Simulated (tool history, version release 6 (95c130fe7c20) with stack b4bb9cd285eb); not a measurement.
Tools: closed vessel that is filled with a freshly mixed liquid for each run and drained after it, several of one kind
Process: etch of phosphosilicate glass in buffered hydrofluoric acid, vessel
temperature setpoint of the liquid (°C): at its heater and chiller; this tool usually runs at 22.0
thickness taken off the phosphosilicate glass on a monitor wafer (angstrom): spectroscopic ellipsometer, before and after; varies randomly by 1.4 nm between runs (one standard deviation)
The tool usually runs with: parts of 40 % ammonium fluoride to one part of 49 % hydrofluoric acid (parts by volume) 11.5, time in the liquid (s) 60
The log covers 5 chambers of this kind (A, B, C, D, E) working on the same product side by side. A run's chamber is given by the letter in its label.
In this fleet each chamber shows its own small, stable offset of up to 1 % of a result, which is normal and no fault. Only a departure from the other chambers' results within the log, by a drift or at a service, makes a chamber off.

run   hour  temperature setpoint of the liquid (°C)  parts of 40 % ammonium fluoride to one part of 49 % hydrofluoric acid (parts by volume)  time in the liquid (s)  hours since the thermometer was replaced  hours since the hydrofluoric acid flow meter was replaced  read-back film thickness of the phosphosilicate glass reference wafer, read on the same gauge (nm)  thickness taken off the phosphosilicate glass on a monitor wafer (angstrom)
 1B    6.6                                     22.0                                                                                     11.5                      60                                     543.2                                                      194.8                                                                                              129.99                                                                       3654.8
 2A   13.2                                     22.0                                                                                     11.5                      60                                     912.3                                                      704.2                                                                                              129.97                                                                       3677.2
 3D   19.7                                     22.0                                                                                     11.5                      60                                     341.6                                                     1489.8                                                                                              129.99                                                                       3716.6
 4C   30.1                                     22.0                                                                                     11.5                      60                                     659.7                                                      383.4                                                                                              130.00                                                                       3731.5
 5E   37.5                                     22.0                                                                                     11.5                      60                                     637.5                                                      143.4                                                                                              129.98                                                                       3664.7
 6C   44.6                                     22.0                                                                                     11.5                      60                                     674.2                                                      397.9                                                                                              130.03                                                                       3725.3
 7B   50.0                                     22.0                                                                                     11.5                      60                                     586.6                                                      238.2                                                                                              130.03                                                                       3666.9
 8E   60.7                                     17.5                                                                                      7.5                      60                                     660.7                                                      166.6                                                                                              129.98                                                                       4294.1
      67.9  -- chamber A: hydrofluoric acid flow meter replaced
 9D   67.9                                     17.5                                                                                      7.5                      60                                     389.8                                                     1538.0                                                                                              130.00                                                                       4303.5
10A   78.1                                     17.5                                                                                      7.5                      60                                     977.2                                                       10.3                                                                                              129.98                                                                       4322.6
11E   84.1                                     17.5                                                                                      7.5                      60                                     684.1                                                      190.0                                                                                              130.02                                                                       4276.3
12A   92.5                                     17.5                                                                                      7.5                      60                                     991.6                                                       24.7                                                                                              130.00                                                                       4314.8
13C   99.8                                     22.0                                                                                     11.5                      60                                     729.4                                                      453.1                                                                                              130.00                                                                       3724.5
14D  108.1                                     22.0                                                                                     11.5                      60                                     430.0                                                     1578.2                                                                                              130.00                                                                       3686.3
15B  118.2                                     22.0                                                                                     11.5                      60                                     654.8                                                      306.4                                                                                              130.01                                                                       3629.6
     125.2  -- chamber B: thermometer replaced
16C  127.3                                     22.0                                                                                     11.5                      60                                     756.9                                                      480.6                                                                                              130.04                                                                       3717.7
17B  138.3                                     22.0                                                                                     11.5                      60                                      13.1                                                      326.5                                                                                              130.02                                                                       3623.8
18A  145.1                                     22.0                                                                                     11.5                      60                                    1044.2                                                       77.3                                                                                              129.97                                                                       3674.4
19D  154.6                                     22.0                                                                                     11.5                      60                                     476.5                                                     1624.7                                                                                              130.00                                                                       3700.2
20E  162.6                                     22.0                                                                                     11.5                      60                                     762.6                                                      268.5                                                                                              130.00                                                                       3709.1
21B  169.4                                     25.5                                                                                     11.5                      60                                      44.2                                                      357.6                                                                                              130.01                                                                       4369.2
22E  174.9                                     25.5                                                                                     11.5                      60                                     774.9                                                      280.8                                                                                              129.98                                                                       4459.7
23A  180.5                                     25.5                                                                                     11.5                      60                                    1079.6                                                      112.7                                                                                              130.00                                                                       4477.5
     184.1  -- chamber D: hydrofluoric acid flow meter replaced
24C  190.8                                     25.5                                                                                     11.5                      60                                     820.4                                                      544.1                                                                                              130.00                                                                       4503.4
25D  197.6                                     25.5                                                                                     11.5                      60                                     519.5                                                       13.5                                                                                              130.00                                                                       4509.7
26C  205.8                                     22.0                                                                                     11.5                      60                                     835.4                                                      559.1                                                                                              130.02                                                                       3722.7
27B  213.2                                     22.0                                                                                     11.5                      60                                      88.0                                                      401.4                                                                                              130.00                                                                       3571.6
28A  224.6                                     22.0                                                                                     11.5                      60                                    1123.7                                                      156.8                                                                                              130.02                                                                       3714.2
     225.2  -- chamber D: thermometer replaced
29E  234.9                                     19.5                                                                                     11.5                      60                                     834.9                                                      340.8                                                                                              130.03                                                                       3220.3
30D  243.4                                     19.5                                                                                     11.5                      60                                      18.3                                                       59.3                                                                                              129.99                                                                       3246.0
31C  250.4                                     19.5                                                                                     11.5                      60                                     880.0                                                      603.7                                                                                              130.03                                                                       3238.7
32E  256.7                                     19.5                                                                                     11.5                      60                                     856.7                                                      362.6                                                                                              130.00                                                                       3213.2
33A  263.8                                     19.5                                                                                     11.5                      60                                    1162.9                                                      196.0                                                                                              130.00                                                                       3237.1
34D  268.9                                     22.0                                                                                     11.5                      60                                      43.8                                                       84.8                                                                                              130.02                                                                       3709.4

Has any chamber moved away from the others, gradually or after a service, or does the common gauge drift, or do the chambers differ only by their own small steady offsets? State the chamber and the most likely cause if one applies.

Chamber B drifts away from the others.
What lies behind it: hydrofluoric acid flow below the setpoint (%) = 3.89.

Chamber B could run next with any of the 4 candidate recipes listed below; each alters the usual settings, and their results appear as question marks. Which one brings its results back in line with what the other chambers deliver on the usual settings?
To be in line, a result may differ from the other chambers' mean on the usual settings by at most: thickness taken off the phosphosilicate glass on a monitor wafer (angstrom) 48.0
35B-1  277.2                                     22.0                                                                                     11.0                      60                                                                                                                                                                                                                                                                                     ?
35B-2  277.2                                     22.0                                                                                     11.5                      65                                                                                                                                                                                                                                                                                     ?
35B-3  277.2                                     22.0                                                                                     12.0                      60                                                                                                                                                                                                                                                                                     ?
35B-4  277.2                                     20.5                                                                                     11.5                      60                                                                                                                                                                                                                                                                                     ?

Mean of the other chambers on the usual settings: thickness taken off the phosphosilicate glass on a monitor wafer (angstrom) 3706.1
  run  thickness taken off the phosphosilicate glass on a monitor wafer (angstrom)
35B-1                                                                       3699.9
35B-2                                                                       3835.3
35B-3                                                                       3394.1
35B-4                                                                       3257.2
Change 35B-1 lands the chamber within the allowed miss of the other chambers.
